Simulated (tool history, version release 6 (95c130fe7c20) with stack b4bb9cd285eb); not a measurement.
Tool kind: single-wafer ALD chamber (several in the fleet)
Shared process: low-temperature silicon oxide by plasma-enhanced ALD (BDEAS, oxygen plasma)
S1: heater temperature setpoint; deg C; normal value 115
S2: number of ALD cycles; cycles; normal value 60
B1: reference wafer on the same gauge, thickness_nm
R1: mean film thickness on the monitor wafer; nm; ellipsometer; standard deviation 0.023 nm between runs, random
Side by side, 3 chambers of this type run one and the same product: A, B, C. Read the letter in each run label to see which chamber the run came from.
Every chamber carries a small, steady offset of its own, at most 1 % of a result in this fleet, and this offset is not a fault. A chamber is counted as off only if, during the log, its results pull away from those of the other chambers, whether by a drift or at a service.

run 1B hour=11.1 | S1=115 S2=60 | B1=9.2831 | R1=8.3289
run 2C hour=21.7 | S1=115 S2=60 | B1=9.2851 | R1=8.2953
run 3A hour=28.3 | S1=115 S2=60 | B1=9.2828 | R1=8.3787
run 4C hour=36.6 | S1=115 S2=60 | B1=9.2844 | R1=8.2370
run 5B hour=46.1 | S1=115 S2=60 | B1=9.2814 | R1=8.3250
run 6A hour=54.4 | S1=115 S2=60 | B1=9.2772 | R1=8.4187
run 7C hour=65.8 | S1=115 S2=60 | B1=9.2778 | R1=8.2909
run 8A hour=76.2 | S1=115 S2=60 | B1=9.2751 | R1=8.4143
run 9B hour=84.8 | S1=115 S2=60 | B1=9.2721 | R1=8.3600
run 10B hour=97.1 | S1=122 S2=55 | B1=9.2798 | R1=7.5689
run 11A hour=104.6 | S1=122 S2=55 | B1=9.2805 | R1=7.6208
run 12C hour=109.9 | S1=122 S2=55 | B1=9.2815 | R1=7.4989
-- hour=113.1 chamber C: thermocouple changed; heater temperature recalibrated
run 13A hour=119.0 | S1=115 S2=60 | B1=9.2795 | R1=8.4036
run 14C hour=128.1 | S1=115 S2=60 | B1=9.2782 | R1=8.3161
run 15B hour=140.4 | S1=115 S2=60 | B1=9.2787 | R1=8.3339
run 16A hour=149.6 | S1=115 S2=60 | B1=9.2801 | R1=8.4200
run 17B hour=160.3 | S1=115 S2=60 | B1=9.2817 | R1=8.3389
run 18C hour=170.1 | S1=115 S2=60 | B1=9.2761 | R1=8.3368
run 19B hour=176.6 | S1=115 S2=60 | B1=9.2754 | R1=8.3711
run 20A hour=186.5 | S1=115 S2=60 | B1=9.2774 | R1=8.3522
run 21C hour=197.7 | S1=110 S2=50 | B1=9.2840 | R1=6.9430
run 22B hour=205.9 | S1=110 S2=50 | B1=9.2831 | R1=6.9857
run 23C hour=216.5 | S1=110 S2=50 | B1=9.2858 | R1=6.9956
run 24A hour=223.4 | S1=115 S2=60 | B1=9.2840 | R1=8.4415
run 25A hour=235.3 | S1=104 S2=60 | B1=9.2852 | R1=8.5625
run 26B hour=246.8 | S1=104 S2=60 | B1=9.2868 | R1=8.4971
run 27C hour=256.0 | S1=104 S2=60 | B1=9.2829 | R1=8.4855
run 28C hour=267.2 | S1=115 S2=60 | B1=9.2753 | R1=8.2900
run 29B hour=278.2 | S1=115 S2=67 | B1=9.2837 | R1=9.3112
run 30A hour=288.7 | S1=115 S2=67 | B1=9.2773 | R1=9.4322
run 31A hour=299.9 | S1=115 S2=67 | B1=9.2798 | R1=9.3859
run 32B hour=305.6 | S1=115 S2=60 | B1=9.2809 | R1=8.3663
run 33C hour=312.5 | S1=115 S2=60 | B1=9.2821 | R1=8.3064
run 34B hour=318.1 | S1=115 S2=60 | B1=9.2875 | R1=8.3552
run 35C hour=329.1 | S1=115 S2=60 | B1=9.2774 | R1=8.3000
run 36A hour=335.7 | S1=124 S2=67 | B1=9.2796 | R1=9.2188
run 37A hour=346.7 | S1=124 S2=67 | B1=9.2771 | R1=9.2907
run 38B hour=358.1 | S1=124 S2=67 | B1=9.2815 | R1=9.1551
run 39C hour=366.8 | S1=115 S2=60 | B1=9.2773 | R1=8.3423

What goes on in this fleet: one chamber off, a drifting gauge, or nothing beyond the chambers' own small offsets? Name the chamber and the cause, if any.

No chamber is off and the gauge is stable; the differences are just each chamber's small, constant offset.
